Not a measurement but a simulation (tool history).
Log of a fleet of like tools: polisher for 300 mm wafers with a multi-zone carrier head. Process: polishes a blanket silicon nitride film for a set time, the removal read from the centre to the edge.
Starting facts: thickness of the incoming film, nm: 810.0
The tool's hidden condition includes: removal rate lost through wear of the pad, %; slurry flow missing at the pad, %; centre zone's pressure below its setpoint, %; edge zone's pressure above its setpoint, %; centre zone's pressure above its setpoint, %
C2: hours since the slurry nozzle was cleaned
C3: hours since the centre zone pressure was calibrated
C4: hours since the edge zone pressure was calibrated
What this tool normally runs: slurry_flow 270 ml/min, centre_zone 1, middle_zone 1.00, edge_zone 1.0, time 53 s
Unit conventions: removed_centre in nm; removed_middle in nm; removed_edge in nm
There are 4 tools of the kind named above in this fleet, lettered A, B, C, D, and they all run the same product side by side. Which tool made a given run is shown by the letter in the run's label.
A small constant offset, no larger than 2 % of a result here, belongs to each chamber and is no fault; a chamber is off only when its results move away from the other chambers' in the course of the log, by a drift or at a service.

run 1D hour=12.4 | slurry_flow=270 centre_zone=1 middle_zone=1.00 edge_zone=1.0 time=53 | wafers_polished_on_this_pad=208 C2=579.1 C3=1043.2 C4=125.7 | removed_centre=79.448 removed_middle=79.258 removed_edge=80.669
run 2A hour=21.8 | slurry_flow=270 centre_zone=1 middle_zone=1.00 edge_zone=1.0 time=53 | wafers_polished_on_this_pad=1043 C2=292.6 C3=1136.7 C4=268.4 | removed_centre=79.594 removed_middle=78.952 removed_edge=80.113
run 3B hour=30.4 | slurry_flow=270 centre_zone=1 middle_zone=1.00 edge_zone=1.0 time=53 | wafers_polished_on_this_pad=586 C2=126.4 C3=405.3 C4=33.4 | removed_centre=78.681 removed_middle=79.525 removed_edge=79.342
run 4C hour=42.7 | slurry_flow=270 centre_zone=1 middle_zone=1.00 edge_zone=1.0 time=53 | wafers_polished_on_this_pad=450 C2=120.6 C3=102.1 C4=486.8 | removed_centre=79.791 removed_middle=80.853 removed_edge=79.272
-- hour=47.7 chamber A: worn pad replaced by a new one
run 5B hour=49.1 | slurry_flow=270 centre_zone=1 middle_zone=1.10 edge_zone=0.9 time=53 | wafers_polished_on_this_pad=722 C2=145.1 C3=424.0 C4=52.1 | removed_centre=80.382 removed_middle=87.027 removed_edge=75.247
run 6A hour=56.9 | slurry_flow=270 centre_zone=1 middle_zone=1.10 edge_zone=0.9 time=53 | wafers_polished_on_this_pad=66 C2=327.7 C3=1171.8 C4=303.5 | removed_centre=77.435 removed_middle=86.696 removed_edge=74.986
run 7C hour=63.6 | slurry_flow=270 centre_zone=1 middle_zone=1.10 edge_zone=0.9 time=53 | wafers_polished_on_this_pad=601 C2=141.5 C3=123.0 C4=507.7 | removed_centre=80.046 removed_middle=89.399 removed_edge=75.704
-- hour=73.9 chamber B: worn pad replaced by a new one
run 8D hour=75.6 | slurry_flow=270 centre_zone=1 middle_zone=1.10 edge_zone=0.9 time=53 | wafers_polished_on_this_pad=666 C2=642.3 C3=1106.4 C4=188.9 | removed_centre=80.579 removed_middle=87.128 removed_edge=74.829
-- hour=76.7 chamber D: worn pad replaced by a new one
-- hour=80.9 chamber A: edge zone pressure recalibrated
run 9B hour=85.5 | slurry_flow=270 centre_zone=1 middle_zone=1.00 edge_zone=1.0 time=63 | wafers_polished_on_this_pad=84 C2=181.5 C3=460.4 C4=88.5 | removed_centre=94.082 removed_middle=92.264 removed_edge=94.878
run 10D hour=91.8 | slurry_flow=270 centre_zone=1 middle_zone=1.00 edge_zone=1.0 time=63 | wafers_polished_on_this_pad=109 C2=658.5 C3=1122.6 C4=205.1 | removed_centre=95.745 removed_middle=95.761 removed_edge=94.499
-- hour=102.0 chamber D: centre zone pressure recalibrated
run 11A hour=103.0 | slurry_flow=270 centre_zone=1 middle_zone=1.00 edge_zone=1.0 time=63 | wafers_polished_on_this_pad=400 C2=373.8 C3=1217.9 C4=22.2 | removed_centre=92.524 removed_middle=96.046 removed_edge=94.396
run 12C hour=114.6 | slurry_flow=270 centre_zone=1 middle_zone=1.00 edge_zone=1.0 time=63 | wafers_polished_on_this_pad=970 C2=192.5 C3=174.0 C4=558.7 | removed_centre=95.686 removed_middle=96.787 removed_edge=95.708
run 13A hour=124.6 | slurry_flow=270 centre_zone=1 middle_zone=1.00 edge_zone=1.0 time=53 | wafers_polished_on_this_pad=556 C2=395.4 C3=1239.5 C4=43.8 | removed_centre=78.313 removed_middle=80.623 removed_edge=79.106
-- hour=124.8 chamber B: centre zone pressure recalibrated
run 14B hour=130.8 | slurry_flow=270 centre_zone=1 middle_zone=1.00 edge_zone=1.0 time=53 | wafers_polished_on_this_pad=411 C2=226.8 C3=6.0 C4=133.8 | removed_centre=79.613 removed_middle=78.973 removed_edge=78.607
run 15C hour=142.8 | slurry_flow=270 centre_zone=1 middle_zone=1.00 edge_zone=1.0 time=53 | wafers_polished_on_this_pad=1174 C2=220.7 C3=202.2 C4=586.9 | removed_centre=79.473 removed_middle=81.899 removed_edge=79.468
-- hour=146.8 chamber D: worn pad replaced by a new one
run 16D hour=149.1 | slurry_flow=270 centre_zone=1 middle_zone=1.00 edge_zone=1.0 time=53 | wafers_polished_on_this_pad=17 C2=715.8 C3=47.2 C4=262.4 | removed_centre=71.784 removed_middle=81.177 removed_edge=80.969
-- hour=157.7 chamber C: worn pad replaced by a new one
run 17C hour=159.3 | slurry_flow=270 centre_zone=1 middle_zone=1.00 edge_zone=1.0 time=53 | wafers_polished_on_this_pad=11 C2=237.2 C3=218.7 C4=603.4 | removed_centre=79.245 removed_middle=80.012 removed_edge=80.277
run 18D hour=170.8 | slurry_flow=270 centre_zone=1 middle_zone=1.11 edge_zone=1.0 time=53 | wafers_polished_on_this_pad=173 C2=737.5 C3=68.9 C4=284.1 | removed_centre=71.566 removed_middle=90.123 removed_edge=80.013
run 19A hour=176.7 | slurry_flow=270 centre_zone=1 middle_zone=1.11 edge_zone=1.0 time=53 | wafers_polished_on_this_pad=933 C2=447.5 C3=1291.6 C4=95.9 | removed_centre=78.859 removed_middle=88.846 removed_edge=79.146
run 20B hour=187.9 | slurry_flow=270 centre_zone=1 middle_zone=1.11 edge_zone=1.0 time=53 | wafers_polished_on_this_pad=824 C2=283.9 C3=63.1 C4=190.9 | removed_centre=79.340 removed_middle=87.061 removed_edge=80.070
-- hour=189.7 chamber A: centre zone pressure recalibrated
-- hour=191.3 chamber B: worn pad replaced by a new one
run 21A hour=193.6 | slurry_flow=270 centre_zone=1 middle_zone=1.11 edge_zone=1.0 time=53 | wafers_polished_on_this_pad=1055 C2=464.4 C3=3.9 C4=112.8 | removed_centre=78.684 removed_middle=88.406 removed_edge=78.954
run 22B hour=202.5 | slurry_flow=270 centre_zone=1 middle_zone=1.00 edge_zone=1.0 time=53 | wafers_polished_on_this_pad=81 C2=298.5 C3=77.7 C4=205.5 | removed_centre=79.292 removed_middle=80.970 removed_edge=78.782
-- hour=206.2 chamber A: worn pad replaced by a new one
run 23D hour=210.4 | slurry_flow=270 centre_zone=1 middle_zone=1.00 edge_zone=1.0 time=53 | wafers_polished_on_this_pad=460 C2=777.1 C3=108.5 C4=323.7 | removed_centre=72.443 removed_middle=82.549 removed_edge=79.439
run 24C hour=216.6 | slurry_flow=270 centre_zone=1 middle_zone=1.00 edge_zone=1.0 time=53 | wafers_polished_on_this_pad=426 C2=294.5 C3=276.0 C4=660.7 | removed_centre=79.891 removed_middle=81.180 removed_edge=80.800
run 25A hour=223.8 | slurry_flow=270 centre_zone=1 middle_zone=1.00 edge_zone=1.0 time=53 | wafers_polished_on_this_pad=127 C2=494.6 C3=34.1 C4=143.0 | removed_centre=78.243 removed_middle=77.921 removed_edge=80.231
-- hour=226.8 chamber D: worn pad replaced by a new one
run 26B hour=236.2 | slurry_flow=270 centre_zone=1 middle_zone=1.00 edge_zone=1.0 time=53 | wafers_polished_on_this_pad=324 C2=332.2 C3=111.4 C4=239.2 | removed_centre=80.301 removed_middle=76.530 removed_edge=79.629
run 27C hour=248.3 | slurry_flow=270 centre_zone=1 middle_zone=1.00 edge_zone=1.0 time=53 | wafers_polished_on_this_pad=655 C2=326.2 C3=307.7 C4=692.4 | removed_centre=79.207 removed_middle=78.562 removed_edge=80.433
run 28D hour=260.6 | slurry_flow=270 centre_zone=1 middle_zone=1.00 edge_zone=1.0 time=53 | wafers_polished_on_this_pad=245 C2=827.3 C3=158.7 C4=373.9 | removed_centre=71.709 removed_middle=80.269 removed_edge=80.431
run 29B hour=273.5 | slurry_flow=270 centre_zone=1 middle_zone=1.00 edge_zone=1.0 time=53 | wafers_polished_on_this_pad=594 C2=369.5 C3=148.7 C4=276.5 | removed_centre=79.661 removed_middle=77.269 removed_edge=80.098
run 30A hour=280.4 | slurry_flow=270 centre_zone=1 middle_zone=1.00 edge_zone=1.0 time=53 | wafers_polished_on_this_pad=536 C2=551.2 C3=90.7 C4=199.6 | removed_centre=77.981 removed_middle=80.435 removed_edge=80.192
-- hour=284.4 chamber D: edge zone pressure recalibrated
run 31D hour=290.9 | slurry_flow=270 centre_zone=1 middle_zone=1.00 edge_zone=1.0 time=53 | wafers_polished_on_this_pad=464 C2=857.6 C3=189.0 C4=6.5 | removed_centre=71.978 removed_middle=79.928 removed_edge=80.889

Has any chamber moved away from the others, gradually or after a service, or does the common gauge drift, or do the chambers differ only by their own small steady offsets? State the chamber and the most likely cause if one applies.

Chamber D came out of a service off from its peers and stayed that way.
Most likely cause: centre zone's pressure below its setpoint, % = 9.09.

Chamber D could run next with any of the 4 candidate recipes listed below; each alters the usual settings, and their results appear as question marks. Which one brings its results back in line with what the other chambers deliver on the usual settings?
In line means no further than this from the other chambers' mean on the usual settings: removed_centre 2.700 nm; removed_middle 4.100 nm; removed_edge 2.200 nm
run 32D-1 hour=300.3 | slurry_flow=265 centre_zone=0.92 middle_zone=1.02 edge_zone=1.03 time=53 | removed_centre=? removed_middle=? removed_edge=?
run 32D-2 hour=300.3 | slurry_flow=280 centre_zone=1.13 middle_zone=0.97 edge_zone=0.96 time=54 | removed_centre=? removed_middle=? removed_edge=?
run 32D-3 hour=300.3 | slurry_flow=275 centre_zone=1.08 middle_zone=0.98 edge_zone=0.97 time=53 | removed_centre=? removed_middle=? removed_edge=?
run 32D-4 hour=300.3 | slurry_flow=260 centre_zone=0.88 middle_zone=1.03 edge_zone=1.04 time=53 | removed_centre=? removed_middle=? removed_edge=?

Other chambers, usual settings, mean: removed_centre 79.207 nm; removed_middle 79.964 nm; removed_edge 79.731 nm
run=32D-1 removed_centre=65.454 removed_middle=81.763 removed_edge=80.697
run=32D-2 removed_centre=84.306 removed_middle=79.916 removed_edge=79.691
run=32D-3 removed_centre=78.565 removed_middle=79.052 removed_edge=78.506
run=32D-4 removed_centre=62.116 removed_middle=82.347 removed_edge=80.967
32D-3 brings the chamber back in line.

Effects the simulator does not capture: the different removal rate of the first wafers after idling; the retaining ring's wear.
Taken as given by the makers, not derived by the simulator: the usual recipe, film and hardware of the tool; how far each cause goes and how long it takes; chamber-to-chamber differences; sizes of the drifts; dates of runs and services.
